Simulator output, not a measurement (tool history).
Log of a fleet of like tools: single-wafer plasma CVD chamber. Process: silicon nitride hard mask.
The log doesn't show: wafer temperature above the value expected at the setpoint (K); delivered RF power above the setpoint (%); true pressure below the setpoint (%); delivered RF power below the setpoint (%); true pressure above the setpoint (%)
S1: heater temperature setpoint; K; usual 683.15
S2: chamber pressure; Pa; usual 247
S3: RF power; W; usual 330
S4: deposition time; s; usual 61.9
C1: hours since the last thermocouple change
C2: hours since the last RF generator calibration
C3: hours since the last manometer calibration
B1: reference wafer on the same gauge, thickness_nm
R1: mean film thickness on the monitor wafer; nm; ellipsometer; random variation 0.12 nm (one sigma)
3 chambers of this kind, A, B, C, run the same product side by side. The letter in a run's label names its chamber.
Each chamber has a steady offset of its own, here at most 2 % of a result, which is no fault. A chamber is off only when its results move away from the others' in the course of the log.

run 1A hour=3.6 | S1=683.15 S2=247 S3=330 S4=61.9 | C1=179.9 C2=982.0 C3=612.0 | B1=93.576 | R1=77.235
run 2C hour=9.7 | S1=683.15 S2=247 S3=330 S4=61.9 | C1=748.4 C2=19.5 C3=300.4 | B1=93.550 | R1=78.427
run 3B hour=13.0 | S1=683.15 S2=247 S3=330 S4=61.9 | C1=966.1 C2=43.0 C3=1355.8 | B1=93.560 | R1=77.404
run 4A hour=18.6 | S1=683.15 S2=247 S3=330 S4=61.9 | C1=194.9 C2=997.0 C3=627.0 | B1=93.546 | R1=77.105
run 5C hour=22.3 | S1=675.15 S2=247 S3=330 S4=61.9 | C1=761.0 C2=32.1 C3=313.0 | B1=93.505 | R1=78.711
run 6B hour=26.4 | S1=675.15 S2=247 S3=330 S4=61.9 | C1=979.5 C2=56.4 C3=1369.2 | B1=93.497 | R1=77.613
run 7B hour=30.2 | S1=675.15 S2=247 S3=330 S4=61.9 | C1=983.3 C2=60.2 C3=1373.0 | B1=93.449 | R1=77.623
run 8C hour=35.6 | S1=683.15 S2=247 S3=330 S4=61.9 | C1=774.3 C2=45.4 C3=326.3 | B1=93.419 | R1=78.362
run 9A hour=40.4 | S1=683.15 S2=247 S3=330 S4=61.9 | C1=216.7 C2=1018.8 C3=648.8 | B1=93.430 | R1=76.896
run 10A hour=46.1 | S1=683.15 S2=247 S3=290 S4=61.9 | C1=222.4 C2=1024.5 C3=654.5 | B1=93.384 | R1=70.673
run 11C hour=50.0 | S1=683.15 S2=247 S3=290 S4=61.9 | C1=788.7 C2=59.8 C3=340.7 | B1=93.346 | R1=71.938
run 12B hour=53.9 | S1=683.15 S2=247 S3=290 S4=61.9 | C1=1007.0 C2=83.9 C3=1396.7 | B1=93.340 | R1=70.819
run 13C hour=59.8 | S1=690.15 S2=277 S3=330 S4=61.9 | C1=798.5 C2=69.6 C3=350.5 | B1=93.300 | R1=80.339
run 14B hour=62.8 | S1=690.15 S2=277 S3=330 S4=61.9 | C1=1015.9 C2=92.8 C3=1405.6 | B1=93.288 | R1=79.484
run 15A hour=69.6 | S1=690.15 S2=277 S3=330 S4=61.9 | C1=245.9 C2=1048.0 C3=678.0 | B1=93.244 | R1=79.126
run 16B hour=73.7 | S1=672.15 S2=247 S3=360 S4=61.9 | C1=1026.8 C2=103.7 C3=1416.5 | B1=93.199 | R1=81.963
run 17C hour=77.1 | S1=672.15 S2=247 S3=360 S4=61.9 | C1=815.8 C2=86.9 C3=367.8 | B1=93.256 | R1=83.152
run 18A hour=80.7 | S1=672.15 S2=247 S3=360 S4=61.9 | C1=257.0 C2=1059.1 C3=689.1 | B1=93.213 | R1=81.532
run 19B hour=86.4 | S1=683.15 S2=247 S3=330 S4=61.9 | C1=1039.5 C2=116.4 C3=1429.2 | B1=93.181 | R1=77.090
run 20A hour=91.2 | S1=683.15 S2=247 S3=330 S4=61.9 | C1=267.5 C2=1069.6 C3=699.6 | B1=93.163 | R1=76.923
run 21C hour=94.9 | S1=683.15 S2=247 S3=330 S4=61.9 | C1=833.6 C2=104.7 C3=385.6 | B1=93.172 | R1=78.234
run 22C hour=101.0 | S1=683.15 S2=247 S3=330 S4=61.9 | C1=839.7 C2=110.8 C3=391.7 | B1=93.131 | R1=78.226
run 23B hour=105.1 | S1=683.15 S2=247 S3=330 S4=61.9 | C1=1058.2 C2=135.1 C3=1447.9 | B1=93.096 | R1=77.236
run 24A hour=108.8 | S1=683.15 S2=247 S3=330 S4=61.9 | C1=285.1 C2=1087.2 C3=717.2 | B1=93.107 | R1=76.483
run 25B hour=112.7 | S1=683.15 S2=247 S3=330 S4=61.9 | C1=1065.8 C2=142.7 C3=1455.5 | B1=93.082 | R1=76.923
run 26A hour=115.9 | S1=675.15 S2=188 S3=330 S4=61.9 | C1=292.2 C2=1094.3 C3=724.3 | B1=93.028 | R1=71.054

What goes on in this fleet: one chamber off, a drifting gauge, or nothing beyond the chambers' own small offsets? Name the chamber and the cause, if any.

The gauge drifts, so all chambers seem to drift together. No chamber is off.
Cause: gauge reads low (%) = 0.611.
